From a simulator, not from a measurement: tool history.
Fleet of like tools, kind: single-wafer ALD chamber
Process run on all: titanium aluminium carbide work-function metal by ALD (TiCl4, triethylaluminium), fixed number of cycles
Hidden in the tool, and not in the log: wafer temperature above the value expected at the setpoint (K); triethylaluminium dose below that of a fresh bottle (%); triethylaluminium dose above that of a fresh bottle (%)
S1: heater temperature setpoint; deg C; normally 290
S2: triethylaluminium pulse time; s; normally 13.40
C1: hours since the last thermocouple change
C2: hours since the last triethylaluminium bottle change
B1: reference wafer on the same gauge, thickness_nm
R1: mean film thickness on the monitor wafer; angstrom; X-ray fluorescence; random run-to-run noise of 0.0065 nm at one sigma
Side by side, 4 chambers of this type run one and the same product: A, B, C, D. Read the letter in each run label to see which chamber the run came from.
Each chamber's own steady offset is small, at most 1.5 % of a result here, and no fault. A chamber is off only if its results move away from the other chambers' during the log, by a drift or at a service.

run,hour,S1,S2,C1,C2,B1,R1
1B,2.6,290,13.40,741.5,418.5,1.8790,19.807
2D,6.4,290,13.40,805.8,733.6,1.8794,19.783
3A,8.5,290,13.40,409.2,260.4,1.8815,19.532
4C,12.8,290,13.40,2785.0,153.3,1.8798,19.499
5A,16.0,298,18.19,416.7,267.9,1.8782,20.656
6B,19.8,298,18.19,758.7,435.7,1.8797,20.646
7C,22.0,298,18.19,2794.2,162.5,1.8793,20.285
8D,26.8,298,18.19,826.2,754.0,1.8801,20.589
9A,29.0,290,13.40,429.7,280.9,1.8819,19.619
10D,33.5,290,13.40,832.9,760.7,1.8792,19.603
11C,38.2,290,13.40,2810.4,178.7,1.8784,19.368
12B,41.5,290,13.40,780.4,457.4,1.8803,19.824
# hour 44.8: chamber C: thermocouple changed; heater temperature recalibrated
13D,45.0,284,17.54,844.4,772.2,1.8807,19.241
14C,49.6,284,17.54,4.9,190.1,1.8795,19.069
15B,51.9,284,17.54,790.8,467.8,1.8807,19.485
16A,56.6,284,17.54,457.3,308.5,1.8796,19.252
17A,59.0,290,13.40,459.7,310.9,1.8805,19.644
18C,62.7,290,9.82,18.0,203.2,1.8796,18.974
19B,65.7,290,9.82,804.6,481.6,1.8800,19.357
20D,69.8,290,9.82,869.2,797.0,1.8808,19.160
# hour 71.5: chamber D: thermocouple changed; heater temperature recalibrated
21D,73.4,290,9.82,1.9,800.6,1.8784,19.664
22B,76.2,290,13.40,815.1,492.1,1.8815,19.966
23C,80.1,290,13.40,35.4,220.6,1.8809,19.514
24A,83.5,290,13.40,484.2,335.4,1.8810,19.563
25D,87.7,290,13.40,16.2,814.9,1.8789,20.220
26B,90.4,290,13.40,829.3,506.3,1.8795,19.806
27A,94.1,277,16.62,494.8,346.0,1.8788,18.726
28C,96.4,277,16.62,51.7,236.9,1.8789,18.440
29A,101.1,277,16.62,501.8,353.0,1.8800,18.592
30B,103.7,277,16.62,842.6,519.6,1.8807,18.795
31C,107.9,290,13.40,63.2,248.4,1.8804,19.505
32D,110.4,281,15.14,38.9,837.6,1.8809,19.549
33A,114.6,281,15.14,515.3,366.5,1.8797,18.969
34B,117.1,281,15.14,856.0,533.0,1.8811,19.112
35D,120.8,281,15.14,49.3,848.0,1.8798,19.405
36C,123.9,290,13.40,79.2,264.4,1.8808,19.351
37B,126.7,290,13.40,865.6,542.6,1.8794,19.867
38C,129.5,290,13.40,84.8,270.0,1.8817,19.534
39A,134.3,290,13.40,535.0,386.2,1.8787,19.796
40D,138.9,290,13.40,67.4,866.1,1.8801,20.202
41A,143.7,290,13.40,544.4,395.6,1.8806,19.593
42B,146.5,290,13.40,885.4,562.4,1.8796,19.795
43C,149.0,290,13.40,104.3,289.5,1.8786,19.460
44D,152.5,290,17.78,81.0,879.7,1.8822,20.415

Each of the 4 chambers runs these same settings next. Fill in every chamber's results:
45A,156.0,290,16.14,,,,?
45B,156.0,290,16.14,,,,?
45C,156.0,290,16.14,,,,?
45D,156.0,290,16.14,,,,?

run,R1
45A,19.607
45B,19.979
45C,19.551
45D,20.316
